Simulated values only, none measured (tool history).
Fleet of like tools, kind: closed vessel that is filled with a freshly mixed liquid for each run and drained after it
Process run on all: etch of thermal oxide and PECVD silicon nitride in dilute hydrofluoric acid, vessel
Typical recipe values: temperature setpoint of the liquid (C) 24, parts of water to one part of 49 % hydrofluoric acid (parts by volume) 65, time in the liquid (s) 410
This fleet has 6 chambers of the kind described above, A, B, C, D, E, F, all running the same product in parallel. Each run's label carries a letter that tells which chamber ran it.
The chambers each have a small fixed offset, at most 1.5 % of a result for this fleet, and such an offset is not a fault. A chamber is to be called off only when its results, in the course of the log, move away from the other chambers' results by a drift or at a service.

| run | hour | temperature setpoint of the liquid (C) | parts of water to one part of 49 % hydrofluoric acid (parts by volume) | time in the liquid (s) | read-back film thickness of the thermal oxide reference wafer, read on the same gauge (nm) | read-back film thickness of the PECVD silicon nitride reference wafer, read on the same gauge (nm) | thickness taken off the thermal oxide on a monitor wafer (angstrom) | thickness taken off the PECVD silicon nitride on a monitor wafer (angstrom) |
|---|---|---|---|---|---|---|---|---|
| 1B | 5.8 | 24 | 65 | 410 | 29.997 | 139.96 | 305.46 | 291.05 |
| 2D | 13.1 | 24 | 65 | 410 | 29.993 | 140.00 | 311.72 | 293.84 |
| 3A | 20.9 | 24 | 65 | 410 | 30.008 | 140.00 | 315.20 | 295.23 |
| 4F | 33.2 | 24 | 65 | 410 | 29.999 | 140.00 | 308.78 | 294.75 |
| 5C | 39.5 | 24 | 65 | 410 | 30.003 | 140.02 | 307.58 | 287.49 |
| 6E | 51.7 | 24 | 65 | 410 | 30.010 | 140.02 | 307.54 | 292.81 |
| 7A | 58.7 | 24 | 65 | 410 | 29.995 | 140.01 | 308.16 | 296.72 |
| 8B | 71.3 | 24 | 65 | 410 | 30.004 | 140.02 | 304.88 | 293.08 |
| 9E | 79.4 | 24 | 65 | 410 | 29.988 | 140.00 | 312.31 | 294.89 |
| 10D | 85.2 | 26 | 65 | 190 | 30.015 | 139.99 | 153.67 | 154.90 |
| 11C | 95.5 | 26 | 65 | 190 | 29.979 | 140.01 | 153.37 | 151.91 |
| 12F | 104.4 | 26 | 65 | 190 | 29.994 | 140.02 | 153.80 | 156.07 |
| 13B | 115.5 | 26 | 65 | 190 | 29.999 | 140.04 | 157.00 | 154.75 |
| 14C | 121.5 | 26 | 65 | 190 | 29.991 | 139.97 | 154.87 | 155.27 |
| 15D | 132.5 | 26 | 65 | 190 | 29.979 | 139.97 | 159.16 | 155.29 |
|  | 141.0 | chamber D: thermometer replaced |
| 16F | 143.7 | 24 | 65 | 410 | 29.992 | 140.00 | 313.72 | 293.75 |
| 17A | 153.7 | 24 | 65 | 410 | 30.014 | 140.00 | 307.78 | 294.84 |
|  | 155.6 | chamber A: thermometer replaced |
| 18E | 159.6 | 24 | 65 | 410 | 29.996 | 140.02 | 311.71 | 297.98 |
|  | 164.0 | chamber C: hydrofluoric acid flow meter replaced |
| 19B | 165.9 | 24 | 85 | 550 | 29.981 | 139.99 | 302.62 | 303.03 |
| 20D | 179.3 | 24 | 85 | 550 | 30.006 | 140.01 | 307.47 | 301.47 |
| 21E | 185.8 | 24 | 85 | 550 | 29.991 | 140.02 | 311.99 | 303.75 |
| 22A | 193.2 | 24 | 85 | 550 | 30.001 | 140.00 | 308.42 | 307.50 |
| 23F | 199.7 | 24 | 85 | 550 | 29.991 | 140.01 | 304.71 | 302.51 |
| 24C | 207.7 | 24 | 85 | 550 | 30.003 | 140.00 | 310.28 | 300.73 |
| 25B | 214.0 | 24 | 65 | 410 | 29.983 | 139.98 | 304.13 | 293.84 |
| 26A | 225.0 | 24 | 65 | 410 | 30.006 | 140.03 | 310.08 | 297.51 |
| 27E | 235.3 | 27 | 35 | 410 | 30.007 | 139.98 | 660.23 | 640.32 |
| 28C | 246.0 | 27 | 35 | 410 | 29.987 | 140.00 | 651.02 | 639.23 |
| 29D | 258.8 | 27 | 35 | 410 | 30.001 | 139.99 | 683.72 | 659.05 |
| 30F | 270.6 | 27 | 35 | 410 | 30.004 | 139.96 | 676.61 | 664.09 |
| 31F | 282.1 | 27 | 35 | 410 | 29.984 | 140.01 | 693.46 | 664.32 |
| 32B | 291.4 | 27 | 35 | 410 | 29.973 | 139.98 | 673.85 | 656.17 |
| 33D | 302.8 | 24 | 50 | 410 | 29.995 | 140.01 | 412.96 | 376.12 |
| 34C | 314.9 | 24 | 50 | 410 | 30.015 | 139.99 | 411.28 | 374.98 |
| 35A | 328.2 | 24 | 50 | 410 | 30.011 | 140.00 | 409.53 | 381.85 |
| 36E | 336.3 | 24 | 50 | 410 | 30.021 | 140.00 | 403.52 | 384.65 |
| 37D | 343.8 | 24 | 50 | 410 | 30.012 | 140.00 | 408.81 | 377.81 |
| 38C | 355.0 | 24 | 50 | 410 | 29.993 | 139.98 | 405.09 | 374.69 |
| 39F | 366.4 | 24 | 65 | 410 | 30.006 | 140.00 | 309.35 | 295.77 |
| 40E | 375.2 | 24 | 65 | 410 | 29.999 | 139.99 | 310.16 | 295.50 |
| 41A | 386.6 | 24 | 65 | 410 | 30.002 | 139.99 | 312.93 | 298.10 |
| 42B | 399.9 | 24 | 65 | 410 | 30.011 | 139.97 | 304.36 | 289.60 |
| 43D | 408.0 | 24 | 65 | 410 | 30.015 | 139.98 | 314.35 | 291.27 |
| 44A | 418.5 | 24 | 65 | 410 | 29.997 | 140.00 | 312.09 | 294.90 |

Predict what each chamber gives when all 6 of them run the settings below next.
| 45A | 428.1 | 24 | 65 | 410 |  |  | ? | ? |
| 45B | 428.1 | 24 | 65 | 410 |  |  | ? | ? |
| 45C | 428.1 | 24 | 65 | 410 |  |  | ? | ? |
| 45D | 428.1 | 24 | 65 | 410 |  |  | ? | ? |
| 45E | 428.1 | 24 | 65 | 410 |  |  | ? | ? |
| 45F | 428.1 | 24 | 65 | 410 |  |  | ? | ? |

| run | thickness taken off the thermal oxide on a monitor wafer (angstrom) | thickness taken off the PECVD silicon nitride on a monitor wafer (angstrom) |
|---|---|---|
| 45A | 309.50 | 295.72 |
| 45B | 308.58 | 292.89 |
| 45C | 311.80 | 291.84 |
| 45D | 313.48 | 287.73 |
| 45E | 315.28 | 295.77 |
| 45F | 314.63 | 291.55 |
